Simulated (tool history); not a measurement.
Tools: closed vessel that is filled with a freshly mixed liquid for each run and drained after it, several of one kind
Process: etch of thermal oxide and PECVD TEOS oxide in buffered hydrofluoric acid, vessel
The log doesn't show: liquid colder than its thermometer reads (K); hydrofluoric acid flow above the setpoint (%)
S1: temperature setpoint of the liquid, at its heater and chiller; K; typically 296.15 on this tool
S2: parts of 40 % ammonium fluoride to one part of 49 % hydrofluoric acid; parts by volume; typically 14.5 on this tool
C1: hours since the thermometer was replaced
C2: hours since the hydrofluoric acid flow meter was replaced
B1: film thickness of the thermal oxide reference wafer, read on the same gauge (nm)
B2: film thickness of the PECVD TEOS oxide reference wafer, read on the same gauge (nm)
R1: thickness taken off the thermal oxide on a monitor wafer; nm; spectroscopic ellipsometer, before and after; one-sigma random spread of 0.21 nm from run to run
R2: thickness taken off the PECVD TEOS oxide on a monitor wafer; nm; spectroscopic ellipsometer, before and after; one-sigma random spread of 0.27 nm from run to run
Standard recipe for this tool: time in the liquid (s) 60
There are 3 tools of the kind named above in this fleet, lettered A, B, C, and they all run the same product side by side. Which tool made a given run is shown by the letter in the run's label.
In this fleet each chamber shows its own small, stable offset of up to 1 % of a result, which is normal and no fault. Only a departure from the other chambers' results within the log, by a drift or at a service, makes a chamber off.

{"run": "1B", "hour": 10.1, "S1": 296.15, "S2": 14.5, "time in the liquid (s)": 60, "C1": 1102.1, "C2": 1622.9, "B1": 59.993, "B2": 99.993, "R1": 44.413, "R2": 67.14}
{"run": "2C", "hour": 22.0, "S1": 296.15, "S2": 14.5, "time in the liquid (s)": 60, "C1": 540.7, "C2": 902.8, "B1": 60.008, "B2": 99.993, "R1": 44.863, "R2": 67.383}
{"run": "3A", "hour": 30.6, "S1": 296.15, "S2": 14.5, "time in the liquid (s)": 60, "C1": 50.6, "C2": 236.4, "B1": 60.004, "B2": 100.02, "R1": 44.46, "R2": 66.872}
{"run": "4C", "hour": 36.0, "S1": 296.15, "S2": 14.5, "time in the liquid (s)": 60, "C1": 554.7, "C2": 916.8, "B1": 59.985, "B2": 100, "R1": 44.579, "R2": 66.787}
{"run": "5B", "hour": 46.3, "S1": 296.15, "S2": 14.5, "time in the liquid (s)": 60, "C1": 1138.3, "C2": 1659.1, "B1": 59.997, "B2": 99.99, "R1": 44.455, "R2": 67.657}
{"run": "6A", "hour": 53.8, "S1": 297.65, "S2": 19.5, "time in the liquid (s)": 60, "C1": 73.8, "C2": 259.6, "B1": 59.994, "B2": 100.02, "R1": 36.069, "R2": 54.74}
{"run": "7B", "hour": 59.3, "S1": 297.65, "S2": 19.5, "time in the liquid (s)": 60, "C1": 1151.3, "C2": 1672.1, "B1": 59.991, "B2": 99.998, "R1": 35.961, "R2": 54.851}
{"run": "8C", "hour": 64.6, "S1": 297.65, "S2": 19.5, "time in the liquid (s)": 60, "C1": 583.3, "C2": 945.4, "B1": 59.982, "B2": 100.01, "R1": 36.049, "R2": 53.6}
{"run": "9A", "hour": 72.1, "S1": 296.15, "S2": 14.5, "time in the liquid (s)": 60, "C1": 92.1, "C2": 277.9, "B1": 60.014, "B2": 100.01, "R1": 44.554, "R2": 67.429}
{"run": "10A", "hour": 77.5, "S1": 296.15, "S2": 14.5, "time in the liquid (s)": 60, "C1": 97.5, "C2": 283.3, "B1": 59.996, "B2": 99.984, "R1": 44.672, "R2": 67.031}
{"run": "11B", "hour": 82.7, "S1": 296.15, "S2": 20, "time in the liquid (s)": 35, "C1": 1174.7, "C2": 1695.5, "B1": 60.004, "B2": 99.982, "R1": 18.881, "R2": 28.67}
{"run": "12C", "hour": 94.1, "S1": 296.15, "S2": 20, "time in the liquid (s)": 35, "C1": 612.8, "C2": 974.9, "B1": 60.001, "B2": 99.996, "R1": 19.014, "R2": 28.459}
{"run": "13B", "hour": 101.1, "S1": 296.15, "S2": 20, "time in the liquid (s)": 35, "C1": 1193.1, "C2": 1713.9, "B1": 60.003, "B2": 100.01, "R1": 18.754, "R2": 28.518}
{"run": "14A", "hour": 108.4, "S1": 296.15, "S2": 14.5, "time in the liquid (s)": 60, "C1": 128.4, "C2": 314.2, "B1": 60.022, "B2": 99.994, "R1": 44.515, "R2": 67.081}
{"run": "15C", "hour": 114.5, "S1": 296.15, "S2": 14.5, "time in the liquid (s)": 60, "C1": 633.2, "C2": 995.3, "B1": 59.973, "B2": 100.01, "R1": 44.633, "R2": 67.155}
{"run": "16B", "hour": 122.7, "S1": 296.15, "S2": 14.5, "time in the liquid (s)": 60, "C1": 1214.7, "C2": 1735.5, "B1": 59.976, "B2": 99.992, "R1": 44.557, "R2": 67.501}
{"run": "17A", "hour": 128.5, "S1": 296.15, "S2": 14.5, "time in the liquid (s)": 60, "C1": 148.5, "C2": 334.3, "B1": 60.004, "B2": 99.996, "R1": 44.131, "R2": 67.451}
{"run": "18C", "hour": 139.6, "S1": 299.15, "S2": 17, "time in the liquid (s)": 60, "C1": 658.3, "C2": 1020.4, "B1": 60.013, "B2": 100.03, "R1": 45.101, "R2": 66.948}
{"run": "19C", "hour": 146.5, "S1": 299.15, "S2": 17, "time in the liquid (s)": 60, "C1": 665.2, "C2": 1027.3, "B1": 59.974, "B2": 100.02, "R1": 44.434, "R2": 66.691}
{"run": "20A", "hour": 157.6, "S1": 299.15, "S2": 17, "time in the liquid (s)": 60, "C1": 177.6, "C2": 363.4, "B1": 59.976, "B2": 99.986, "R1": 44.72, "R2": 67.717}
{"run": "21B", "hour": 167.3, "S1": 296.15, "S2": 14.5, "time in the liquid (s)": 60, "C1": 1259.3, "C2": 1780.1, "B1": 60.002, "B2": 99.989, "R1": 44.449, "R2": 67.241}
{"run": "22A", "hour": 178.2, "S1": 296.15, "S2": 14.5, "time in the liquid (s)": 60, "C1": 198.2, "C2": 384, "B1": 60.012, "B2": 100.01, "R1": 44.528, "R2": 66.635}
{"run": "23B", "hour": 186.4, "S1": 296.15, "S2": 14.5, "time in the liquid (s)": 60, "C1": 1278.4, "C2": 1799.2, "B1": 60.013, "B2": 100.02, "R1": 44.325, "R2": 67.585}
{"run": "24C", "hour": 196.3, "S1": 296.15, "S2": 14.5, "time in the liquid (s)": 60, "C1": 715, "C2": 1077.1, "B1": 59.994, "B2": 99.985, "R1": 44.408, "R2": 66.432}
{"run": "25C", "hour": 205.7, "S1": 296.15, "S2": 11, "time in the liquid (s)": 60, "C1": 724.4, "C2": 1086.5, "B1": 60.003, "B2": 100.02, "R1": 58.616, "R2": 87.881}

Does one chamber stand apart from the rest, does the shared gauge drift, or is all well apart from small per-chamber offsets? Give the chamber and the most likely cause, where there is one.

Beyond each chamber's small constant offset nothing stands out, and the gauge stays steady.
